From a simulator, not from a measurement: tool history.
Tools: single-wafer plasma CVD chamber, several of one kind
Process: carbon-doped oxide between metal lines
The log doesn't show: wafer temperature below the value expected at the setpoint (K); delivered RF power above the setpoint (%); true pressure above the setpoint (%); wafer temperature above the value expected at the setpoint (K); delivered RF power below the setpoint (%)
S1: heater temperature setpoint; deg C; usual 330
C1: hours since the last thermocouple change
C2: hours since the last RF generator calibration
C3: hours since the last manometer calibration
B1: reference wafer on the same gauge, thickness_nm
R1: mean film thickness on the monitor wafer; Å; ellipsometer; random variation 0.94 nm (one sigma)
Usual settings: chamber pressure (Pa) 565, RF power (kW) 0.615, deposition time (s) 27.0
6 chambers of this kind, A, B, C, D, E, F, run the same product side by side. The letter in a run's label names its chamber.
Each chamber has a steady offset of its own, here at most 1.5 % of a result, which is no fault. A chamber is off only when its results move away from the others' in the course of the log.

Run 1B, hour 8.4: usual settings; C1 1514.1; C2 1986.3; C3 474.4; B1 165.08. Result: R1 1633.3 Å.
Run 2C, hour 16.7: usual settings; C1 1314.6; C2 1687.5; C3 1007.6; B1 165.03. Result: R1 1631.2 Å.
Run 3A, hour 23.7: usual settings; C1 2251.9; C2 314.7; C3 1205.3; B1 164.91. Result: R1 1647.8 Å.
Run 4D, hour 29.0: usual settings; C1 2310.8; C2 348.6; C3 554.7; B1 164.90. Result: R1 1624.0 Å.
Run 5F, hour 37.9: usual settings; C1 164.4; C2 1080.6; C3 1940.0; B1 165.10. Result: R1 1658.9 Å.
Run 6E, hour 45.9: usual settings; C1 338.9; C2 540.3; C3 634.3; B1 165.04. Result: R1 1632.9 Å.
Run 7F, hour 54.1: usual settings; C1 180.6; C2 1096.8; C3 1956.2; B1 165.27. Result: R1 1642.3 Å.
At hour 57.0: chamber B: RF generator calibrated.
Run 8D, hour 63.0: usual settings; C1 2344.8; C2 382.6; C3 588.7; B1 164.92. Result: R1 1626.2 Å.
Run 9A, hour 70.0: usual settings; C1 2298.2; C2 361.0; C3 1251.6; B1 164.95. Result: R1 1662.4 Å.
Run 10C, hour 79.4: usual settings but RF power (kW) 0.540, deposition time (s) 23.3; C1 1377.3; C2 1750.2; C3 1070.3; B1 164.96. Result: R1 1320.6 Å.
Run 11B, hour 88.1: usual settings but RF power (kW) 0.540, deposition time (s) 23.3; C1 1593.8; C2 31.2; C3 554.1; B1 164.83. Result: R1 1322.2 Å.
Run 12E, hour 96.2: usual settings but RF power (kW) 0.540, deposition time (s) 23.3; C1 389.2; C2 590.6; C3 684.6; B1 165.00. Result: R1 1306.0 Å.
At hour 96.8: chamber C: capacitance manometer re-zeroed and calibrated.
Run 13D, hour 102.6: usual settings but RF power (kW) 0.540, deposition time (s) 23.3; C1 2384.4; C2 422.2; C3 628.3; B1 164.99. Result: R1 1288.8 Å.
Run 14F, hour 110.2: usual settings but RF power (kW) 0.540, deposition time (s) 23.3; C1 236.7; C2 1152.9; C3 2012.3; B1 165.10. Result: R1 1317.1 Å.
Run 15E, hour 118.2: usual settings but RF power (kW) 0.540, deposition time (s) 23.3; C1 411.2; C2 612.6; C3 706.6; B1 165.12. Result: R1 1292.7 Å.
Run 16B, hour 126.1: usual settings but deposition time (s) 24.1; C1 1631.8; C2 69.2; C3 592.1; B1 165.07. Result: R1 1468.9 Å.
Run 17C, hour 132.3: usual settings but deposition time (s) 24.1; C1 1430.2; C2 1803.1; C3 35.6; B1 165.03. Result: R1 1464.8 Å.
Run 18A, hour 141.7: usual settings but deposition time (s) 24.1; C1 2369.9; C2 432.7; C3 1323.3; B1 164.78. Result: R1 1486.8 Å.
Run 19A, hour 147.0: usual settings but deposition time (s) 24.1; C1 2375.2; C2 438.0; C3 1328.6; B1 164.94. Result: R1 1468.0 Å.
Run 20C, hour 154.3: usual settings but deposition time (s) 24.1; C1 1452.2; C2 1825.1; C3 57.6; B1 164.88. Result: R1 1478.4 Å.
Run 21E, hour 160.5: usual settings but deposition time (s) 24.1; C1 453.5; C2 654.9; C3 748.9; B1 165.20. Result: R1 1452.7 Å.
Run 22B, hour 168.9: usual settings; C1 1674.6; C2 112.0; C3 634.9; B1 165.01. Result: R1 1652.4 Å.
Run 23F, hour 175.9: usual settings; C1 302.4; C2 1218.6; C3 2078.0; B1 165.23. Result: R1 1668.5 Å.
Run 24D, hour 185.1: usual settings but chamber pressure (Pa) 689; C1 2466.9; C2 504.7; C3 710.8; B1 165.14. Result: R1 1676.1 Å.
Run 25A, hour 193.9: usual settings but chamber pressure (Pa) 689; C1 2422.1; C2 484.9; C3 1375.5; B1 165.16. Result: R1 1699.5 Å.
At hour 200.1: chamber F: capacitance manometer re-zeroed and calibrated.
Run 26B, hour 200.6: usual settings but chamber pressure (Pa) 689; C1 1706.3; C2 143.7; C3 666.6; B1 165.06. Result: R1 1697.2 Å.
Run 27F, hour 208.6: usual settings but chamber pressure (Pa) 689; C1 335.1; C2 1251.3; C3 8.6; B1 164.91. Result: R1 1718.3 Å.
Run 28E, hour 218.0: usual settings but chamber pressure (Pa) 689; C1 511.0; C2 712.4; C3 806.4; B1 165.16. Result: R1 1665.6 Å.
Run 29C, hour 224.3: usual settings but chamber pressure (Pa) 689; C1 1522.2; C2 1895.1; C3 127.6; B1 165.11. Result: R1 1676.6 Å.
Run 30D, hour 231.3: usual settings; C1 2513.1; C2 550.9; C3 757.0; B1 165.28. Result: R1 1628.8 Å.
Run 31E, hour 240.3: usual settings; C1 533.3; C2 734.7; C3 828.7; B1 164.92. Result: R1 1624.4 Å.
Run 32B, hour 250.7: usual settings but S1 338 deg C, deposition time (s) 28.9; C1 1756.4; C2 193.8; C3 716.7; B1 165.00. Result: R1 1712.9 Å.
Run 33F, hour 256.9: usual settings but S1 338 deg C, deposition time (s) 28.9; C1 383.4; C2 1299.6; C3 56.9; B1 164.90. Result: R1 1716.0 Å.
Run 34A, hour 265.7: usual settings but S1 338 deg C, deposition time (s) 28.9; C1 2493.9; C2 556.7; C3 1447.3; B1 165.13. Result: R1 1731.5 Å.
Run 35C, hour 274.1: usual settings but S1 338 deg C, deposition time (s) 28.9; C1 1572.0; C2 1944.9; C3 177.4; B1 164.88. Result: R1 1697.7 Å.
Run 36D, hour 280.8: usual settings but S1 338 deg C, deposition time (s) 28.9; C1 2562.6; C2 600.4; C3 806.5; B1 164.87. Result: R1 1700.3 Å.

Next, every chamber runs the same settings. What will each give?
Run 37A, hour 288.5: usual settings. Result: R1 ?.
Run 37B, hour 288.5: usual settings. Result: R1 ?.
Run 37C, hour 288.5: usual settings. Result: R1 ?.
Run 37D, hour 288.5: usual settings. Result: R1 ?.
Run 37E, hour 288.5: usual settings. Result: R1 ?.
Run 37F, hour 288.5: usual settings. Result: R1 ?.

run      R1
37A  1652.7
37B  1630.7
37C  1656.4
37D  1631.3
37E  1618.4
37F  1644.9
